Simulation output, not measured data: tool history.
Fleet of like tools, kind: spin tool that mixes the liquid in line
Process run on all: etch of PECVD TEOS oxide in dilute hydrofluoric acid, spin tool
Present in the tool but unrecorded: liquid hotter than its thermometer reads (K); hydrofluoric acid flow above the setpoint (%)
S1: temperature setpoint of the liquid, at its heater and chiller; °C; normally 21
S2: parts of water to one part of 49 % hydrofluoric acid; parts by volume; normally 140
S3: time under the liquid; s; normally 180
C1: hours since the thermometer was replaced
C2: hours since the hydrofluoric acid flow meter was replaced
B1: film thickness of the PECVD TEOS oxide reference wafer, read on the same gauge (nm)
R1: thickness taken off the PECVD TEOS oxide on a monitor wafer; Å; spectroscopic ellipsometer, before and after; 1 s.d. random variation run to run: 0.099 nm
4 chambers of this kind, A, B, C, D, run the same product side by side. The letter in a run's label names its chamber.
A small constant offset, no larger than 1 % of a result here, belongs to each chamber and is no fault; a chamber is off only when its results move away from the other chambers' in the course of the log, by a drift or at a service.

run,hour,S1,S2,S3,C1,C2,B1,R1
1C,9.3,21,140,180,726.2,818.7,130.02,134.22
2A,19.2,21,140,180,1080.4,299.6,130.03,135.59
3B,31.5,21,140,180,1010.8,156,129.98,133.82
4D,40,21,140,180,1102.6,60.1,130.01,137.51
5A,49.9,21,140,180,1111.1,330.3,129.99,134.16
6C,56,21,140,180,772.9,865.4,129.97,135.81
7D,67.2,21,140,180,1129.8,87.3,130.02,138
8B,79.5,21,140,180,1058.8,204,130,136.31
9A,90.9,21,140,180,1152.1,371.3,130.01,136.5
10D,96.6,21,140,180,1159.2,116.7,129.98,137.47
11C,107.4,21,140,180,824.3,916.8,129.99,134.79
12B,115.9,21,140,180,1095.2,240.4,129.99,135.34
13A,125.5,17.5,75,180,1186.7,405.9,130.03,233.99
14B,134.4,17.5,75,180,1113.7,258.9,129.99,234.31
15C,142.4,17.5,75,180,859.3,951.8,130.03,235.59
16D,154.3,17.5,75,180,1216.9,174.4,130.01,234.21
17A,160.2,21,140,180,1221.4,440.6,130,133.66
18D,171.7,21,140,180,1234.3,191.8,130.01,138.64
19B,178.2,21,140,180,1157.5,302.7,129.98,140.38
20C,186.1,21,140,180,903,995.5,130.03,136.63
21D,192.3,21,140,180,1254.9,212.4,130.01,135.81
22C,200.7,21,140,180,917.6,1010.1,130,133.71
23A,211.1,21,140,180,1272.3,491.5,130.02,137.18
24B,219.5,21,140,180,1198.8,344,129.99,136.38
# hour 222.2: chamber C: thermometer replaced
25D,231.7,21,140,180,1294.3,251.8,130,136.48
26C,237.3,21,140,180,15.1,1046.7,130.01,135.33
27A,243.4,21,140,180,1304.6,523.8,130,135.48
28B,253.8,21,140,180,1233.1,378.3,129.99,139.02
29D,261.3,21,140,180,1323.9,281.4,129.98,138.03
30A,272.9,21,140,180,1334.1,553.3,130.03,135.53
31B,278.4,21,140,180,1257.7,402.9,129.98,140.68
32C,289.4,21,140,180,67.2,1098.8,129.96,135.17
33D,299.1,21,140,180,1361.7,319.2,130.01,135.49
34B,305.5,23,140,180,1284.8,430,129.96,153.14
35A,317.1,23,140,180,1378.3,597.5,130,147.3
36C,323.5,23,140,180,101.3,1132.9,130.01,145.13
37A,330.9,23,140,180,1392.1,611.3,129.99,145.81
38B,337.5,25,140,260,1316.8,462,130.01,243.37
39C,342.8,25,140,260,120.6,1152.2,130,228.1
40D,352.7,25,140,260,1415.3,372.8,130.01,230.01
41A,359.7,25,140,260,1420.9,640.1,130.01,229.47
42D,369.9,21,140,180,1432.5,390,130,137.61
43B,381.3,21,140,180,1360.6,505.8,129.97,146.98
44C,389.2,21,140,180,167,1198.6,130.03,135.42

Has any chamber moved away from the others, gradually or after a service, or does the common gauge drift, or do the chambers differ only by their own small steady offsets? State the chamber and the most likely cause if one applies.

Little by little, chamber B moves away from the other chambers.
Cause: hydrofluoric acid flow above the setpoint (%) = 6.18.
The log may not tell that from: liquid hotter than its thermometer reads (K).

Below are 4 candidate recipes for chamber B's next run, each the usual settings with a change, their results shown as question marks. Which of them brings B's results back in line with what the other chambers give on the usual settings?
In-line tolerance around the mean of the other chambers on the usual settings: R1 3.5 Å
45B-1,398,21,135,185,,,,?
45B-2,398,21,140,175,,,,?
45B-3,398,21,140,185,,,,?
45B-4,398,21,140,170,,,,?

Average result of the remaining chambers running the usual settings: R1 136.08 Å
run,R1
45B-1,154.43
45B-2,140.19
45B-3,148.2
45B-4,136.19
The right change is 45B-4: it brings the chamber back within the allowed miss of the others.

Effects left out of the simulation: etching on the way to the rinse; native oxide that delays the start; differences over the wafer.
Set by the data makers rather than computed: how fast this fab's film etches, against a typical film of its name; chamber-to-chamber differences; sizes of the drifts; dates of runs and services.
